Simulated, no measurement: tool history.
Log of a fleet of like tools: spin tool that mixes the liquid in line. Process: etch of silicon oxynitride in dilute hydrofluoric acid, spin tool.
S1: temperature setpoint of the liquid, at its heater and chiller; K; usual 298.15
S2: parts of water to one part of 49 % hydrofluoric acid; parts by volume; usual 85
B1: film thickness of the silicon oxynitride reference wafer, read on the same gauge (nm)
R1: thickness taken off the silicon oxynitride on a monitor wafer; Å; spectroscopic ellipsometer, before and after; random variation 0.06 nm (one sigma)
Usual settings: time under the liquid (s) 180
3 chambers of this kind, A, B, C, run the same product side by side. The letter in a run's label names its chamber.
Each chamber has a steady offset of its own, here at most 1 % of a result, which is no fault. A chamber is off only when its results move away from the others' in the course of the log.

run 1C hour=7.9 | S1=298.15 S2=85 time_under_the_liquid_(s)=180 | B1=100.06 | R1=81.977
run 2B hour=14.5 | S1=298.15 S2=85 time_under_the_liquid_(s)=180 | B1=99.978 | R1=82.344
run 3A hour=24.4 | S1=298.15 S2=85 time_under_the_liquid_(s)=180 | B1=99.982 | R1=82.298
run 4B hour=33.5 | S1=298.15 S2=85 time_under_the_liquid_(s)=180 | B1=100 | R1=83.729
run 5A hour=38.3 | S1=298.15 S2=85 time_under_the_liquid_(s)=180 | B1=100.02 | R1=82.248
run 6C hour=46.8 | S1=298.15 S2=85 time_under_the_liquid_(s)=180 | B1=99.995 | R1=82.939
run 7A hour=54.4 | S1=298.15 S2=85 time_under_the_liquid_(s)=180 | B1=99.972 | R1=82.232
run 8B hour=61 | S1=298.15 S2=85 time_under_the_liquid_(s)=180 | B1=100 | R1=83.548
run 9C hour=68.6 | S1=298.15 S2=85 time_under_the_liquid_(s)=180 | B1=100.02 | R1=81.92
run 10C hour=74.6 | S1=298.15 S2=85 time_under_the_liquid_(s)=180 | B1=99.965 | R1=82.646
run 11B hour=81.4 | S1=298.15 S2=85 time_under_the_liquid_(s)=180 | B1=100.01 | R1=84.367
run 12A hour=87.9 | S1=298.15 S2=85 time_under_the_liquid_(s)=180 | B1=100.03 | R1=82.466
run 13C hour=95.5 | S1=298.15 S2=85 time_under_the_liquid_(s)=180 | B1=100.01 | R1=83.421
run 14B hour=101.7 | S1=298.15 S2=85 time_under_the_liquid_(s)=180 | B1=100.01 | R1=83.413
run 15A hour=108.7 | S1=298.15 S2=85 time_under_the_liquid_(s)=180 | B1=99.988 | R1=82.217
run 16A hour=115.4 | S1=301.65 S2=85 time_under_the_liquid_(s)=220 | B1=100.07 | R1=117.49
-- hour=119 chamber A: hydrofluoric acid flow meter replaced
run 17C hour=125.5 | S1=301.65 S2=85 time_under_the_liquid_(s)=220 | B1=100.01 | R1=116.43
run 18B hour=131.4 | S1=301.65 S2=85 time_under_the_liquid_(s)=220 | B1=100.01 | R1=119.61
run 19B hour=141.4 | S1=296.65 S2=85 time_under_the_liquid_(s)=180 | B1=100.01 | R1=77.396
run 20C hour=149.1 | S1=296.65 S2=85 time_under_the_liquid_(s)=180 | B1=100.04 | R1=77.449
run 21A hour=154.3 | S1=296.65 S2=85 time_under_the_liquid_(s)=180 | B1=100.02 | R1=77.021
run 22B hour=158.9 | S1=298.15 S2=85 time_under_the_liquid_(s)=180 | B1=99.975 | R1=83.97
run 23A hour=166.3 | S1=298.15 S2=85 time_under_the_liquid_(s)=180 | B1=100.03 | R1=83.311
run 24C hour=172.9 | S1=298.15 S2=85 time_under_the_liquid_(s)=180 | B1=99.946 | R1=84.513
run 25B hour=182.4 | S1=298.15 S2=85 time_under_the_liquid_(s)=180 | B1=99.984 | R1=83.644
run 26A hour=191.7 | S1=298.15 S2=85 time_under_the_liquid_(s)=180 | B1=100.01 | R1=83.166
run 27C hour=199.3 | S1=298.15 S2=85 time_under_the_liquid_(s)=180 | B1=99.991 | R1=84.68
run 28B hour=209.2 | S1=298.15 S2=85 time_under_the_liquid_(s)=180 | B1=99.973 | R1=83.763
run 29A hour=214.6 | S1=298.15 S2=85 time_under_the_liquid_(s)=180 | B1=99.954 | R1=83.329
run 30C hour=220.4 | S1=298.15 S2=85 time_under_the_liquid_(s)=180 | B1=99.962 | R1=84.518
run 31C hour=228.9 | S1=298.15 S2=85 time_under_the_liquid_(s)=180 | B1=99.99 | R1=85.965
run 32A hour=234.4 | S1=298.15 S2=85 time_under_the_liquid_(s)=180 | B1=99.977 | R1=82.217
run 33B hour=239.9 | S1=298.15 S2=85 time_under_the_liquid_(s)=180 | B1=99.968 | R1=83.733
run 34B hour=247.7 | S1=298.15 S2=85 time_under_the_liquid_(s)=180 | B1=100.01 | R1=82.297
run 35C hour=252.6 | S1=298.15 S2=85 time_under_the_liquid_(s)=180 | B1=100.01 | R1=85.956
run 36A hour=260.1 | S1=298.15 S2=85 time_under_the_liquid_(s)=180 | B1=99.969 | R1=83.312
run 37A hour=267.7 | S1=298.15 S2=85 time_under_the_liquid_(s)=180 | B1=100.03 | R1=83.507
run 38C hour=277.4 | S1=298.15 S2=85 time_under_the_liquid_(s)=180 | B1=99.936 | R1=87.645
run 39B hour=283.5 | S1=298.15 S2=85 time_under_the_liquid_(s)=180 | B1=100 | R1=83.786
run 40C hour=290.2 | S1=298.15 S2=85 time_under_the_liquid_(s)=180 | B1=99.987 | R1=86.229
run 41A hour=297.7 | S1=298.15 S2=85 time_under_the_liquid_(s)=180 | B1=99.988 | R1=82.875
run 42B hour=304.9 | S1=298.15 S2=85 time_under_the_liquid_(s)=180 | B1=99.972 | R1=83.748
run 43C hour=314.9 | S1=298.15 S2=85 time_under_the_liquid_(s)=180 | B1=100 | R1=88.631
run 44A hour=324.8 | S1=298.15 S2=85 time_under_the_liquid_(s)=180 | B1=100.03 | R1=83.075

Next, every chamber runs the same settings. What will each give?
run 45A hour=332 | S1=298.15 S2=85 time_under_the_liquid_(s)=240 | R1=?
run 45B hour=332 | S1=298.15 S2=85 time_under_the_liquid_(s)=240 | R1=?
run 45C hour=332 | S1=298.15 S2=85 time_under_the_liquid_(s)=240 | R1=?

run=45A R1=110.85
run=45B R1=110.03
run=45C R1=118.4

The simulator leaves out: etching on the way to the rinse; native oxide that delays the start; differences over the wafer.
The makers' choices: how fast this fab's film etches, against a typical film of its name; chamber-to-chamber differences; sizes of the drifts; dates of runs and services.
